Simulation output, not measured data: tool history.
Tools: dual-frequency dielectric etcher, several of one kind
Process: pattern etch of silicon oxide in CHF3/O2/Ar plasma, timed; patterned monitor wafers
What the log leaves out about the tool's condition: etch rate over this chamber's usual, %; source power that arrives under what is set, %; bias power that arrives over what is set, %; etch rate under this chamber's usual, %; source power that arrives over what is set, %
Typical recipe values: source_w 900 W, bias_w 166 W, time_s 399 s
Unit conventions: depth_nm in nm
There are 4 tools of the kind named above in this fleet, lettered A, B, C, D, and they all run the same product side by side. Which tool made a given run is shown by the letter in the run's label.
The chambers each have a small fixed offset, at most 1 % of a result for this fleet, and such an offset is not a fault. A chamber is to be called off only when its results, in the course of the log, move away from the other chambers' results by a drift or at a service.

run   hour  source_w  bias_w  time_s  hours since the last wet clean  hours since the last source power generator calibration  hours since the last bias power generator calibration  read-back reference wafer on the same gauge, depth_nm  depth_nm
 1B    7.1       900     166     399                           189.3                                                    703.0                                                  941.4                                                 841.26    894.75
 2D   15.2       900     166     399                           325.6                                                   2777.8                                                 1771.0                                                 841.34    898.87
 3C   22.8       900     166     399                           463.6                                                    799.7                                                  367.1                                                 841.87    905.82
      26.7  -- chamber C: wet clean of the chamber
 4A   30.2       900     166     399                           309.0                                                    828.7                                                  973.4                                                 841.88    904.92
 5A   39.5       900     166     399                           318.3                                                    838.0                                                  982.7                                                 841.52    900.46
 6C   45.1       790     166     399                            18.5                                                    822.0                                                  389.4                                                 841.58    858.41
 7D   52.4       790     166     399                           362.8                                                   2815.0                                                 1808.2                                                 842.26    855.10
 8B   60.4       790     166     399                           242.6                                                    756.3                                                  994.7                                                 842.38    849.75
 9A   68.2       790     166     399                           347.0                                                    866.7                                                 1011.4                                                 842.79    860.05
10C   72.6       900     166     399                            46.0                                                    849.5                                                  416.9                                                 842.90    904.95
11B   80.1       900     166     399                           262.3                                                    776.0                                                 1014.4                                                 842.89    893.48
12D   89.1       900     166     399                           399.5                                                   2851.7                                                 1844.9                                                 843.20    899.65
      92.4  -- chamber D: bias power generator calibrated
13C   98.5       900     166     399                            71.9                                                    875.4                                                  442.8                                                 843.21    905.38
     101.2  -- chamber D: wet clean of the chamber
14B  107.0      1020     166     493                           289.2                                                    802.9                                                 1041.3                                                 842.82   1158.50
15A  114.9      1020     166     493                           393.7                                                    913.4                                                 1058.1                                                 843.20   1173.50
16D  121.6      1020     166     493                            20.4                                                   2884.2                                                   29.2                                                 843.77   1169.00
17B  129.1      1020     166     493                           311.3                                                    825.0                                                 1063.4                                                 843.64   1161.00
18C  133.9       900     166     399                           107.3                                                    910.8                                                  478.2                                                 844.12    905.44
     135.3  -- chamber A: wet clean of the chamber
19D  143.3       900     166     399                            42.1                                                   2905.9                                                   50.9                                                 844.11    899.50
20A  149.6       900     166     399                            14.4                                                    948.1                                                 1092.8                                                 844.15    906.71
21C  154.3       900     166     399                           127.7                                                    931.2                                                  498.6                                                 844.29    905.40
22B  160.9       900     166     399                           343.1                                                    856.8                                                 1095.2                                                 844.46    894.42
     163.2  -- chamber B: wet clean of the chamber
23A  166.7       970     166     515                            31.5                                                    965.2                                                 1109.9                                                 844.91   1202.60
24D  174.4       970     166     515                            73.2                                                   2937.0                                                   82.0                                                 844.63   1200.80
25C  180.9       970     166     515                           154.3                                                    957.8                                                  525.2                                                 845.18   1205.70
26B  187.1       970     166     515                            23.9                                                    883.0                                                 1121.4                                                 845.09   1193.80
27A  192.5       900     166     399                            57.3                                                    991.0                                                 1135.7                                                 845.26    908.51
28D  197.4       900     186     399                            96.2                                                   2960.0                                                  105.0                                                 844.90    933.87
29D  201.8       900     186     399                           100.6                                                   2964.4                                                  109.4                                                 845.78    934.33
30A  210.8       900     186     399                            75.6                                                   1009.3                                                 1154.0                                                 845.26    940.87
31C  216.8       900     186     399                           190.2                                                    993.7                                                  561.1                                                 845.49    943.00
32B  222.8       900     166     399                            59.6                                                    918.7                                                 1157.1                                                 845.96    898.27
33B  227.4       900     166     399                            64.2                                                    923.3                                                 1161.7                                                 846.06    898.56
34A  232.0       900     166     399                            96.8                                                   1030.5                                                 1175.2                                                 846.09    909.20
35D  240.4       900     166     399                           139.2                                                   3003.0                                                  148.0                                                 846.53    904.63
36C  248.8       900     166     399                           222.2                                                   1025.7                                                  593.1                                                 846.48    907.12
37C  257.3       900     166     399                           230.7                                                   1034.2                                                  601.6                                                 846.61    911.64

Is one chamber out of step, is the gauge drifting, or do the chambers differ by no more than their own small offsets? For an off chamber, give its letter and the likeliest cause.

Gauge drift. The chambers move together only on paper, and none stands off.
Likeliest cause: gauge reads high (%) = 0.685.

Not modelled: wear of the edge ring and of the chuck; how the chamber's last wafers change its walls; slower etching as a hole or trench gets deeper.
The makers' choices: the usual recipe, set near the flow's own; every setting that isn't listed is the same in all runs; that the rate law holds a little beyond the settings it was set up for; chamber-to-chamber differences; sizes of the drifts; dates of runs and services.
